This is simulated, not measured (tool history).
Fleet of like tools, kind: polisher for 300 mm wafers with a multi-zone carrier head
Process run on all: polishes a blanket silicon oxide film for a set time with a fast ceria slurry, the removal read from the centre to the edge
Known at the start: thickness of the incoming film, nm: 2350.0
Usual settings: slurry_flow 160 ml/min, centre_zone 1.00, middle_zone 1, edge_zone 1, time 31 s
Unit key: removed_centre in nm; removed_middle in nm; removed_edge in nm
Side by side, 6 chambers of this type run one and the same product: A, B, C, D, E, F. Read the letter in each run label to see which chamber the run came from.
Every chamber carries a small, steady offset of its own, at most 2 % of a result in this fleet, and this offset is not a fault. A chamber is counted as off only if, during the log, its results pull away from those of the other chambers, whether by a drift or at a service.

| run | hour | slurry_flow | centre_zone | middle_zone | edge_zone | time | removed_centre | removed_middle | removed_edge |
|---|---|---|---|---|---|---|---|---|---|
| 1B | 7.7 | 160 | 1.00 | 1 | 1 | 31 | 530.22 | 539.47 | 539.74 |
|  | 17.6 | chamber B: worn pad replaced by a new one |
| 2A | 18.1 | 160 | 1.00 | 1 | 1 | 31 | 538.32 | 538.24 | 542.23 |
| 3C | 26.0 | 160 | 1.00 | 1 | 1 | 31 | 524.51 | 551.26 | 530.35 |
|  | 31.7 | chamber A: edge zone pressure recalibrated |
| 4F | 33.1 | 160 | 1.00 | 1 | 1 | 31 | 526.97 | 532.99 | 517.26 |
| 5E | 44.2 | 160 | 1.00 | 1 | 1 | 31 | 543.30 | 537.15 | 557.64 |
| 6D | 55.0 | 160 | 1.00 | 1 | 1 | 31 | 534.17 | 523.56 | 538.21 |
|  | 59.6 | chamber C: worn pad replaced by a new one |
|  | 63.5 | chamber A: worn pad replaced by a new one |
|  | 64.6 | chamber E: worn pad replaced by a new one |
|  | 65.2 | chamber F: worn pad replaced by a new one |
|  | 65.6 | chamber C: edge zone pressure recalibrated |
| 7E | 69.5 | 160 | 1.00 | 1 | 1 | 31 | 539.59 | 533.15 | 557.77 |
| 8A | 78.1 | 160 | 1.00 | 1 | 1 | 21 | 367.76 | 367.82 | 359.39 |
| 9F | 89.9 | 160 | 1.00 | 1 | 1 | 21 | 359.68 | 361.16 | 360.63 |
| 10C | 101.0 | 160 | 1.00 | 1 | 1 | 21 | 367.51 | 367.73 | 361.63 |
|  | 109.0 | chamber E: edge zone pressure recalibrated |
|  | 110.7 | chamber D: worn pad replaced by a new one |
| 11D | 111.3 | 160 | 1.00 | 1 | 1 | 21 | 357.28 | 357.45 | 360.18 |
|  | 113.4 | chamber E: slurry nozzle cleaned |
| 12B | 122.7 | 160 | 1.00 | 1 | 1 | 21 | 360.69 | 362.64 | 356.88 |
| 13E | 136.8 | 160 | 1.00 | 1 | 1 | 21 | 368.09 | 357.82 | 367.98 |
|  | 137.5 | chamber C: worn pad replaced by a new one |
| 14A | 151.7 | 160 | 1.00 | 1 | 1 | 31 | 541.28 | 541.86 | 540.76 |
| 15F | 163.3 | 180 | 1.10 | 1 | 1 | 31 | 613.56 | 555.49 | 536.24 |
| 16D | 172.1 | 180 | 1.10 | 1 | 1 | 31 | 589.19 | 532.61 | 540.95 |
|  | 179.4 | chamber B: worn pad replaced by a new one |
|  | 182.2 | chamber A: worn pad replaced by a new one |
| 17C | 183.0 | 180 | 1.10 | 1 | 1 | 31 | 611.55 | 548.32 | 546.72 |
|  | 187.7 | chamber F: worn pad replaced by a new one |
| 18B | 196.6 | 180 | 1.10 | 1 | 1 | 31 | 606.24 | 544.68 | 545.10 |
| 19D | 207.9 | 180 | 1.10 | 1 | 1 | 31 | 586.75 | 521.38 | 543.93 |
| 20A | 216.3 | 180 | 1.10 | 1 | 1 | 31 | 615.48 | 548.75 | 545.26 |
|  | 223.0 | chamber C: worn pad replaced by a new one |
|  | 225.3 | chamber D: edge zone pressure recalibrated |
| 21F | 226.8 | 160 | 1.00 | 1 | 1 | 31 | 532.75 | 538.31 | 534.51 |
|  | 233.9 | chamber D: worn pad replaced by a new one |
| 22C | 239.3 | 160 | 1.00 | 1 | 1 | 31 | 540.72 | 539.00 | 525.76 |
|  | 241.5 | chamber E: worn pad replaced by a new one |
| 23B | 247.8 | 160 | 1.00 | 1 | 1 | 31 | 530.24 | 530.07 | 539.66 |
|  | 252.0 | chamber F: slurry nozzle cleaned |
| 24E | 262.0 | 160 | 1.00 | 1 | 1 | 31 | 542.78 | 538.36 | 538.77 |
| 25E | 271.5 | 160 | 1.00 | 1 | 1 | 31 | 549.95 | 539.72 | 552.34 |
|  | 276.2 | chamber B: slurry nozzle cleaned |
| 26B | 286.3 | 160 | 1.00 | 1 | 1 | 31 | 534.81 | 538.15 | 535.91 |
| 27A | 295.8 | 160 | 1.00 | 1 | 1 | 31 | 532.15 | 538.33 | 524.18 |
|  | 296.3 | chamber A: worn pad replaced by a new one |
|  | 299.8 | chamber C: worn pad replaced by a new one |
| 28C | 310.5 | 160 | 1.00 | 1 | 1 | 31 | 537.51 | 534.90 | 530.97 |
|  | 311.7 | chamber E: slurry nozzle cleaned |
|  | 311.8 | chamber F: worn pad replaced by a new one |
| 29D | 319.3 | 160 | 1.00 | 1 | 1 | 31 | 497.71 | 499.43 | 520.19 |
|  | 326.2 | chamber F: edge zone pressure recalibrated |
| 30F | 331.2 | 160 | 1.00 | 1 | 1 | 31 | 525.07 | 536.23 | 530.45 |
|  | 339.2 | chamber B: worn pad replaced by a new one |
| 31C | 340.1 | 160 | 1.00 | 1 | 1 | 31 | 544.37 | 541.41 | 522.31 |
| 32D | 352.0 | 160 | 1.08 | 1 | 1 | 31 | 525.22 | 488.22 | 509.98 |
| 33E | 359.3 | 160 | 1.08 | 1 | 1 | 31 | 594.66 | 532.47 | 541.88 |
| 34A | 368.9 | 160 | 1.08 | 1 | 1 | 31 | 597.10 | 544.97 | 532.53 |
| 35B | 380.3 | 160 | 1.08 | 1 | 1 | 31 | 581.28 | 541.70 | 538.29 |
| 36F | 393.3 | 160 | 1.08 | 1 | 1 | 31 | 576.74 | 527.92 | 521.84 |

Decide between three cases: one chamber stands off from its peers, the gauge reading all wafers drifts, or nothing is wrong past each chamber's small offset. Where a chamber is off, say which and what most likely put it there.

It is chamber D that slowly wanders off from its peers.
Likeliest cause: slurry flow missing at the pad, % = 38.8.

Here are 4 candidates for chamber D's next run, each the usual settings with a change, their results left as question marks. Which one brings its results back in line with what the others give on the usual settings?
In line here means within this much of the mean the other chambers give on the usual settings: removed_centre 19.00 nm; removed_middle 19.00 nm; removed_edge 26.00 nm
| 37D-1 | 404.3 | 140 | 0.94 | 0.94 | 1.05 | 27 | ? | ? | ? |
| 37D-2 | 404.3 | 150 | 0.96 | 0.97 | 1.03 | 29 | ? | ? | ? |
| 37D-3 | 404.3 | 185 | 1.07 | 1.06 | 0.95 | 36 | ? | ? | ? |
| 37D-4 | 404.3 | 170 | 1.04 | 1.03 | 0.97 | 33 | ? | ? | ? |

Usual-settings mean across the other chambers: removed_centre 536.41 nm; removed_middle 536.07 nm; removed_edge 533.30 nm
| run | removed_centre | removed_middle | removed_edge |
|---|---|---|---|
| 37D-1 | 361.77 | 374.74 | 431.54 |
| 37D-2 | 408.09 | 423.39 | 465.30 |
| 37D-3 | 610.72 | 604.25 | 575.54 |
| 37D-4 | 528.95 | 527.70 | 525.42 |
37D-4 puts the chamber back in line with the other chambers.

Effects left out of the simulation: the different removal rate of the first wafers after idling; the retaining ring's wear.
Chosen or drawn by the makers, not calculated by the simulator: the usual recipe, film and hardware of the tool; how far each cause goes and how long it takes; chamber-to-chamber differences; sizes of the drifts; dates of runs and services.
